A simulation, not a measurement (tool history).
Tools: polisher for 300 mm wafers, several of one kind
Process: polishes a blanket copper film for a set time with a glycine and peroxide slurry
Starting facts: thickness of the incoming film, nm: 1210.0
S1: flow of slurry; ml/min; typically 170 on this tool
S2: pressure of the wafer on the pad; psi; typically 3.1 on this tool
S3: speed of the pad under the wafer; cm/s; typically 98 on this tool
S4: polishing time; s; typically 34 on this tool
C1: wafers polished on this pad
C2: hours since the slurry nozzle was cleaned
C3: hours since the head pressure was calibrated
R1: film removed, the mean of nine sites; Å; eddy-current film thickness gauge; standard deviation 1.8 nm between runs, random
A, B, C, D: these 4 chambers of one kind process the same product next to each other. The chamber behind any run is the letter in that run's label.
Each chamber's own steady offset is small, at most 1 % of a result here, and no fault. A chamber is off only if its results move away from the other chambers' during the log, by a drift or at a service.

run	hour	S1	S2	S3	S4	C1	C2	C3	R1
# hour 0.2: chamber C: slurry nozzle cleaned
1D	4.7	170	3.1	98	34	1157	248.7	165.2	1961.4
# hour 8.4: chamber D: worn pad replaced by a new one
2A	9.4	170	3.1	98	34	499	862.4	745.3	1906.5
3C	12.7	170	3.1	98	34	1390	12.6	1116.0	1901.6
# hour 16.0: chamber C: worn pad replaced by a new one
4B	16.6	170	3.1	98	34	289	137.4	628.8	1929.4
# hour 19.2: chamber A: worn pad replaced by a new one
5B	20.3	170	3.1	98	34	345	141.1	632.5	1947.2
6C	22.6	170	3.1	98	34	100	22.5	1125.9	1956.1
7A	27.8	170	3.1	98	34	131	880.8	763.7	1911.9
8D	30.9	170	3.1	98	34	342	274.9	191.4	1944.2
9A	35.0	170	3.1	98	34	240	888.0	770.9	1930.3
10B	40.1	170	3.1	98	34	645	160.9	652.3	1942.6
11C	42.5	170	3.1	124	27	402	42.4	1145.8	1873.6
12D	46.9	170	3.1	124	27	585	290.9	207.4	1896.0
13A	50.8	170	3.1	124	27	480	903.8	786.7	1868.8
# hour 51.2: chamber A: slurry nozzle cleaned
14B	54.3	170	3.1	124	27	861	175.1	666.5	1878.2
15C	58.1	170	2.6	98	34	639	58.0	1161.4	1668.3
# hour 60.5: chamber A: worn pad replaced by a new one
# hour 60.7: chamber B: slurry nozzle cleaned
16D	62.4	170	2.6	98	34	820	306.4	222.9	1679.6
# hour 64.0: chamber A: head pressure recalibrated
17B	66.4	170	2.6	98	34	1045	5.8	678.6	1630.2
# hour 66.8: chamber B: worn pad replaced by a new one
18C	68.6	170	2.6	98	34	798	68.5	1171.9	1685.7
19D	73.2	170	3.1	98	34	984	317.2	233.7	1983.7
20A	77.6	170	3.1	98	34	260	26.4	13.7	2022.5
21C	82.1	170	3.1	98	34	1003	82.0	1185.4	1932.1
22B	86.0	145	3.1	98	34	291	25.4	698.2	1871.7
23A	90.5	145	3.1	98	34	455	39.3	26.6	1967.7
# hour 91.0: chamber D: worn pad replaced by a new one
24D	94.0	145	3.1	98	34	45	338.0	254.5	1920.7
25B	98.7	145	3.1	98	34	484	38.1	710.9	1856.9
# hour 102.8: chamber A: worn pad replaced by a new one
26A	103.6	170	3.1	98	34	12	52.4	39.7	2013.3
# hour 106.9: chamber C: worn pad replaced by a new one
27D	107.3	170	3.1	98	34	247	351.3	267.8	1961.9
28C	110.2	170	3.1	98	34	51	110.1	1213.5	1948.1
29B	114.5	170	3.1	72	34	724	53.9	726.7	1504.9
# hour 115.6: chamber D: slurry nozzle cleaned
30D	118.7	170	3.1	72	34	420	3.2	279.2	1507.2
31A	122.8	170	3.1	72	34	303	71.6	58.9	1556.0

For the next run the whole fleet of 4 chambers uses the same settings. Give each chamber's results:
32A	126.5	170	3.1	98	34				?
32B	126.5	170	3.1	98	34				?
32C	126.5	170	3.1	98	34				?
32D	126.5	170	3.1	98	34				?

run	R1
32A	2039.7
32B	1881.5
32C	1943.9
32D	1912.9
